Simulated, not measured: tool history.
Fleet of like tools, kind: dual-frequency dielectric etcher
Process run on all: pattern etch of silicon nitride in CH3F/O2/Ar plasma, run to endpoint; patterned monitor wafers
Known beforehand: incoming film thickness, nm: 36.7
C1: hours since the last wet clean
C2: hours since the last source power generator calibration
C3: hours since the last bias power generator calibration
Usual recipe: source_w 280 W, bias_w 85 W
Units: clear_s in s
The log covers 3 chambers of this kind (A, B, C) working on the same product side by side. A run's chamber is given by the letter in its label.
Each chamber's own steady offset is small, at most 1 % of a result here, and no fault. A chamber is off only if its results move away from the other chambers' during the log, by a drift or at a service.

At day 0.517: chamber A: wet clean of the chamber.
Run 1C, day 0.571: usual settings; C1 541.9; C2 84.8; C3 2777.7. Result: clear_s 57.024 s.
Run 2A, day 1.092: usual settings; C1 13.9; C2 1203.4; C3 186.6. Result: clear_s 56.996 s.
Run 3B, day 1.362: usual settings; C1 111.1; C2 2155.4; C3 616.8. Result: clear_s 56.559 s.
Run 4C, day 1.658: usual settings; C1 568.0; C2 110.9; C3 2803.8. Result: clear_s 57.303 s.
Run 5A, day 2.042: usual settings; C1 36.7; C2 1226.2; C3 209.4. Result: clear_s 57.085 s.
Run 6B, day 2.496: usual settings but bias_w 104 W; C1 138.3; C2 2182.6; C3 644.0. Result: clear_s 52.913 s.
Run 7B, day 3.042: usual settings but bias_w 104 W; C1 151.4; C2 2195.7; C3 657.1. Result: clear_s 52.790 s.
Run 8C, day 3.375: usual settings but bias_w 104 W; C1 609.2; C2 152.1; C3 2845.0. Result: clear_s 53.237 s.
At day 3.412: chamber C: wet clean of the chamber.
Run 9A, day 3.692: usual settings; C1 76.3; C2 1265.8; C3 249.0. Result: clear_s 57.012 s.
Run 10A, day 4.246: usual settings; C1 89.6; C2 1279.1; C3 262.3. Result: clear_s 57.023 s.
Run 11C, day 4.542: usual settings; C1 27.1; C2 180.1; C3 2873.0. Result: clear_s 55.739 s.
Run 12B, day 4.917: usual settings but source_w 230 W, bias_w 91 W; C1 196.4; C2 2240.7; C3 702.1. Result: clear_s 59.689 s.
Run 13C, day 5.225: usual settings but source_w 230 W, bias_w 91 W; C1 43.5; C2 196.5; C3 2889.4. Result: clear_s 58.687 s.
Run 14A, day 5.588: usual settings but source_w 230 W, bias_w 91 W; C1 121.8; C2 1311.3; C3 294.5. Result: clear_s 59.862 s.
Run 15B, day 5.983: usual settings; C1 222.0; C2 2266.3; C3 727.7. Result: clear_s 57.001 s.
Run 16C, day 6.383: usual settings; C1 71.3; C2 224.3; C3 2917.2. Result: clear_s 55.503 s.
Run 17A, day 6.662: usual settings; C1 147.6; C2 1337.1; C3 320.3. Result: clear_s 57.349 s.
Run 18B, day 7.150: usual settings; C1 250.0; C2 2294.3; C3 755.7. Result: clear_s 57.183 s.
Run 19A, day 7.575: usual settings; C1 169.5; C2 1359.0; C3 342.2. Result: clear_s 57.155 s.
Run 20C, day 7.912: usual settings but bias_w 65 W; C1 108.0; C2 261.0; C3 2953.9. Result: clear_s 61.311 s.
Run 21B, day 8.404: usual settings but bias_w 65 W; C1 280.1; C2 2324.4; C3 785.8. Result: clear_s 62.371 s.
Run 22A, day 8.829: usual settings but bias_w 65 W; C1 199.6; C2 1389.1; C3 372.3. Result: clear_s 62.626 s.
Run 23C, day 9.308: usual settings; C1 141.5; C2 294.5; C3 2987.4. Result: clear_s 56.274 s.
Run 24B, day 9.596: usual settings; C1 308.7; C2 2353.0; C3 814.4. Result: clear_s 56.990 s.
Run 25C, day 10.121: usual settings; C1 161.0; C2 314.0; C3 3006.9. Result: clear_s 55.801 s.
Run 26A, day 10.492: usual settings; C1 239.5; C2 1429.0; C3 412.2. Result: clear_s 56.470 s.
Run 27B, day 10.975: usual settings; C1 341.8; C2 2386.1; C3 847.5. Result: clear_s 56.959 s.

Is one chamber off against the others, does the gauge drift, or is nothing wrong? If a chamber is off, say which, and what the likeliest cause is.

Chamber C has stood off from the others ever since a service on it.
What lies behind it: etch rate over this chamber's usual, % = 2.98.

Here are 4 candidates for chamber C's next run, each the usual settings with a change, their results left as question marks. Which one brings its results back in line with what the others give on the usual settings?
To be in line, a result may differ from the other chambers' mean on the usual settings by at most: clear_s 0.770 s
Run 28C-1, day 11.388: usual settings but source_w 300 W, bias_w 90 W. Result: clear_s ?.
Run 28C-2, day 11.388: usual settings but source_w 290 W, bias_w 87 W. Result: clear_s ?.
Run 28C-3, day 11.388: usual settings but source_w 250 W. Result: clear_s ?.
Run 28C-4, day 11.388: usual settings but source_w 270 W, bias_w 83 W. Result: clear_s ?.

Average result of the remaining chambers running the usual settings: clear_s 56.982 s
  run  clear_s
28C-1   53.133
28C-2   54.482
28C-3   58.072
28C-4   56.924
28C-4 puts the chamber back in line with the other chambers.

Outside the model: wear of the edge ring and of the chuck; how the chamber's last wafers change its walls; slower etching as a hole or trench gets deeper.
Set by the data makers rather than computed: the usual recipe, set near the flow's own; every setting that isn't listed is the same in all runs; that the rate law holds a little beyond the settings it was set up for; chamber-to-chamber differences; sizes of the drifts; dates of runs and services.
